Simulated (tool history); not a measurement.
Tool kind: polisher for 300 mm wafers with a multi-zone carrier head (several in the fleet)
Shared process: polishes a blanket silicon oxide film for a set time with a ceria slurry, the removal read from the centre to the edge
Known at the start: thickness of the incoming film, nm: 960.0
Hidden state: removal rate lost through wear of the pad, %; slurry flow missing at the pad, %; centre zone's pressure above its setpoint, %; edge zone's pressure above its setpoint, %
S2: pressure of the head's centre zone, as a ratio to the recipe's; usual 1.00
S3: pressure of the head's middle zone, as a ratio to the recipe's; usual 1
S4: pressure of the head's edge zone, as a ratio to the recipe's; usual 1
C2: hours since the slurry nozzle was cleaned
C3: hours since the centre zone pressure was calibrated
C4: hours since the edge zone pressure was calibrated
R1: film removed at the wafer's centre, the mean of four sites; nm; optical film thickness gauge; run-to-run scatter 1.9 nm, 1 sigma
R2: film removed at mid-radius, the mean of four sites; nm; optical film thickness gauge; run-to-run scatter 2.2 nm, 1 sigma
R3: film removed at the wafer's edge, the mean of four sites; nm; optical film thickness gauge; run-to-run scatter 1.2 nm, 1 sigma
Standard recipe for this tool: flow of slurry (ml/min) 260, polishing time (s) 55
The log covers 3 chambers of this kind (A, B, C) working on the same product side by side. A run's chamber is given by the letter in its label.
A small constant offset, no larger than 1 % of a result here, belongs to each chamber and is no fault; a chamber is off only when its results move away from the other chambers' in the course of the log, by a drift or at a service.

run 1C hour=6.2 | flow_of_slurry_(ml/min)=260 S2=1.00 S3=1 S4=1 polishing_time_(s)=55 | wafers_polished_on_this_pad=351 C2=492.8 C3=845.9 C4=565.3 | R1=179.80 R2=177.08 R3=178.94
run 2A hour=12.8 | flow_of_slurry_(ml/min)=260 S2=1.00 S3=1 S4=1 polishing_time_(s)=55 | wafers_polished_on_this_pad=473 C2=659.9 C3=702.1 C4=213.5 | R1=177.56 R2=176.97 R3=178.31
-- hour=19.2 chamber B: worn pad replaced by a new one
run 3B hour=20.2 | flow_of_slurry_(ml/min)=260 S2=1.00 S3=1 S4=1 polishing_time_(s)=55 | wafers_polished_on_this_pad=14 C2=281.9 C3=690.8 C4=342.7 | R1=175.86 R2=176.50 R3=177.54
run 4C hour=29.7 | flow_of_slurry_(ml/min)=260 S2=1.00 S3=1 S4=1 polishing_time_(s)=55 | wafers_polished_on_this_pad=661 C2=516.3 C3=869.4 C4=588.8 | R1=179.36 R2=176.99 R3=178.06
-- hour=33.9 chamber C: slurry nozzle cleaned
run 5A hour=34.3 | flow_of_slurry_(ml/min)=260 S2=1.00 S3=1 S4=1 polishing_time_(s)=55 | wafers_polished_on_this_pad=757 C2=681.4 C3=723.6 C4=235.0 | R1=181.16 R2=176.93 R3=178.90
-- hour=39.2 chamber B: slurry nozzle cleaned
run 6B hour=43.9 | flow_of_slurry_(ml/min)=260 S2=1.00 S3=1 S4=1 polishing_time_(s)=55 | wafers_polished_on_this_pad=327 C2=4.7 C3=714.5 C4=366.4 | R1=176.34 R2=176.79 R3=180.62
run 7B hour=50.3 | flow_of_slurry_(ml/min)=260 S2=1.00 S3=1 S4=1 polishing_time_(s)=55 | wafers_polished_on_this_pad=412 C2=11.1 C3=720.9 C4=372.8 | R1=179.70 R2=177.59 R3=175.91
run 8C hour=55.7 | flow_of_slurry_(ml/min)=260 S2=1.00 S3=1 S4=1 polishing_time_(s)=55 | wafers_polished_on_this_pad=1005 C2=21.8 C3=895.4 C4=614.8 | R1=178.14 R2=177.28 R3=179.01
-- hour=59.6 chamber C: worn pad replaced by a new one
run 9A hour=64.8 | flow_of_slurry_(ml/min)=260 S2=1.00 S3=1 S4=1 polishing_time_(s)=43 | wafers_polished_on_this_pad=1160 C2=711.9 C3=754.1 C4=265.5 | R1=140.36 R2=135.77 R3=137.47
run 10B hour=71.6 | flow_of_slurry_(ml/min)=260 S2=1.00 S3=1 S4=1 polishing_time_(s)=43 | wafers_polished_on_this_pad=693 C2=32.4 C3=742.2 C4=394.1 | R1=142.06 R2=138.62 R3=138.20
-- hour=77.0 chamber B: worn pad replaced by a new one
run 11C hour=79.3 | flow_of_slurry_(ml/min)=260 S2=1.00 S3=1 S4=1 polishing_time_(s)=43 | wafers_polished_on_this_pad=261 C2=45.4 C3=919.0 C4=638.4 | R1=140.52 R2=141.67 R3=140.11
run 12A hour=87.4 | flow_of_slurry_(ml/min)=260 S2=1.00 S3=1 S4=1 polishing_time_(s)=55 | wafers_polished_on_this_pad=1458 C2=734.5 C3=776.7 C4=288.1 | R1=172.82 R2=177.07 R3=172.51
run 13A hour=95.8 | flow_of_slurry_(ml/min)=260 S2=1.00 S3=1 S4=1 polishing_time_(s)=55 | wafers_polished_on_this_pad=1569 C2=742.9 C3=785.1 C4=296.5 | R1=174.88 R2=171.78 R3=173.72
run 14B hour=104.1 | flow_of_slurry_(ml/min)=260 S2=1.00 S3=1 S4=1 polishing_time_(s)=55 | wafers_polished_on_this_pad=359 C2=64.9 C3=774.7 C4=426.6 | R1=174.44 R2=174.96 R3=176.56
run 15C hour=108.8 | flow_of_slurry_(ml/min)=260 S2=1.00 S3=1 S4=1 polishing_time_(s)=55 | wafers_polished_on_this_pad=650 C2=74.9 C3=948.5 C4=667.9 | R1=182.70 R2=177.21 R3=176.62
-- hour=115.0 chamber A: slurry nozzle cleaned
run 16B hour=115.8 | flow_of_slurry_(ml/min)=260 S2=1.00 S3=1 S4=1 polishing_time_(s)=55 | wafers_polished_on_this_pad=513 C2=76.6 C3=786.4 C4=438.3 | R1=177.96 R2=178.70 R3=177.91
-- hour=119.5 chamber B: centre zone pressure recalibrated
run 17C hour=124.5 | flow_of_slurry_(ml/min)=260 S2=1.00 S3=1 S4=1 polishing_time_(s)=55 | wafers_polished_on_this_pad=858 C2=90.6 C3=964.2 C4=683.6 | R1=175.69 R2=176.22 R3=179.70
-- hour=125.9 chamber C: worn pad replaced by a new one
-- hour=132.0 chamber B: worn pad replaced by a new one
run 18A hour=133.2 | flow_of_slurry_(ml/min)=260 S2=1.00 S3=1 S4=1 polishing_time_(s)=55 | wafers_polished_on_this_pad=2063 C2=18.3 C3=822.5 C4=333.9 | R1=173.40 R2=171.98 R3=169.00
run 19C hour=139.0 | flow_of_slurry_(ml/min)=260 S2=1.00 S3=1 S4=1 polishing_time_(s)=55 | wafers_polished_on_this_pad=173 C2=105.1 C3=978.7 C4=698.1 | R1=180.06 R2=176.26 R3=181.51
run 20A hour=146.1 | flow_of_slurry_(ml/min)=260 S2=1.00 S3=1 S4=1 polishing_time_(s)=55 | wafers_polished_on_this_pad=2234 C2=31.2 C3=835.4 C4=346.8 | R1=172.96 R2=167.90 R3=168.21
run 21B hour=152.7 | flow_of_slurry_(ml/min)=260 S2=1.00 S3=1 S4=1 polishing_time_(s)=55 | wafers_polished_on_this_pad=274 C2=113.5 C3=33.3 C4=475.2 | R1=177.56 R2=176.84 R3=178.60
run 22B hour=161.1 | flow_of_slurry_(ml/min)=260 S2=0.93 S3=1 S4=1 polishing_time_(s)=55 | wafers_polished_on_this_pad=385 C2=121.9 C3=41.7 C4=483.6 | R1=161.96 R2=172.94 R3=179.83
run 23C hour=167.4 | flow_of_slurry_(ml/min)=260 S2=0.93 S3=1 S4=1 polishing_time_(s)=55 | wafers_polished_on_this_pad=548 C2=133.5 C3=1007.1 C4=726.5 | R1=164.61 R2=177.85 R3=178.76
run 24A hour=175.2 | flow_of_slurry_(ml/min)=260 S2=0.93 S3=1 S4=1 polishing_time_(s)=55 | wafers_polished_on_this_pad=2618 C2=60.3 C3=864.5 C4=375.9 | R1=155.13 R2=167.09 R3=165.73
run 25B hour=183.6 | flow_of_slurry_(ml/min)=260 S2=1.08 S3=1 S4=1 polishing_time_(s)=55 | wafers_polished_on_this_pad=682 C2=144.4 C3=64.2 C4=506.1 | R1=190.84 R2=175.46 R3=179.03
-- hour=186.8 chamber C: worn pad replaced by a new one
run 26A hour=189.0 | flow_of_slurry_(ml/min)=260 S2=1.08 S3=1 S4=1 polishing_time_(s)=55 | wafers_polished_on_this_pad=2801 C2=74.1 C3=878.3 C4=389.7 | R1=182.96 R2=170.35 R3=164.70
-- hour=190.7 chamber B: worn pad replaced by a new one
run 27C hour=193.8 | flow_of_slurry_(ml/min)=260 S2=1.08 S3=1 S4=1 polishing_time_(s)=55 | wafers_polished_on_this_pad=93 C2=159.9 C3=1033.5 C4=752.9 | R1=191.35 R2=178.44 R3=178.12
run 28C hour=200.9 | flow_of_slurry_(ml/min)=260 S2=1.00 S3=1 S4=1 polishing_time_(s)=55 | wafers_polished_on_this_pad=186 C2=167.0 C3=1040.6 C4=760.0 | R1=174.83 R2=175.91 R3=177.96
run 29B hour=205.8 | flow_of_slurry_(ml/min)=260 S2=1.00 S3=1 S4=1 polishing_time_(s)=55 | wafers_polished_on_this_pad=200 C2=166.6 C3=86.4 C4=528.3 | R1=177.27 R2=179.11 R3=177.43
run 30A hour=210.6 | flow_of_slurry_(ml/min)=260 S2=1.00 S3=1 S4=1 polishing_time_(s)=55 | wafers_polished_on_this_pad=3086 C2=95.7 C3=899.9 C4=411.3 | R1=166.30 R2=164.34 R3=161.75
run 31A hour=220.0 | flow_of_slurry_(ml/min)=260 S2=1.00 S3=1 S4=1 polishing_time_(s)=55 | wafers_polished_on_this_pad=3210 C2=105.1 C3=909.3 C4=420.7 | R1=165.77 R2=164.92 R3=161.61

For the next run the whole fleet of 3 chambers uses the same settings. Give each chamber's results:
run 32A hour=227.2 | flow_of_slurry_(ml/min)=260 S2=1.00 S3=1 S4=1 polishing_time_(s)=55 | R1=? R2=? R3=?
run 32B hour=227.2 | flow_of_slurry_(ml/min)=260 S2=1.00 S3=1 S4=1 polishing_time_(s)=55 | R1=? R2=? R3=?
run 32C hour=227.2 | flow_of_slurry_(ml/min)=260 S2=1.00 S3=1 S4=1 polishing_time_(s)=55 | R1=? R2=? R3=?

run=32A R1=163.23 R2=162.92 R3=159.88
run=32B R1=176.98 R2=178.24 R3=178.92
run=32C R1=176.84 R2=177.86 R3=180.10

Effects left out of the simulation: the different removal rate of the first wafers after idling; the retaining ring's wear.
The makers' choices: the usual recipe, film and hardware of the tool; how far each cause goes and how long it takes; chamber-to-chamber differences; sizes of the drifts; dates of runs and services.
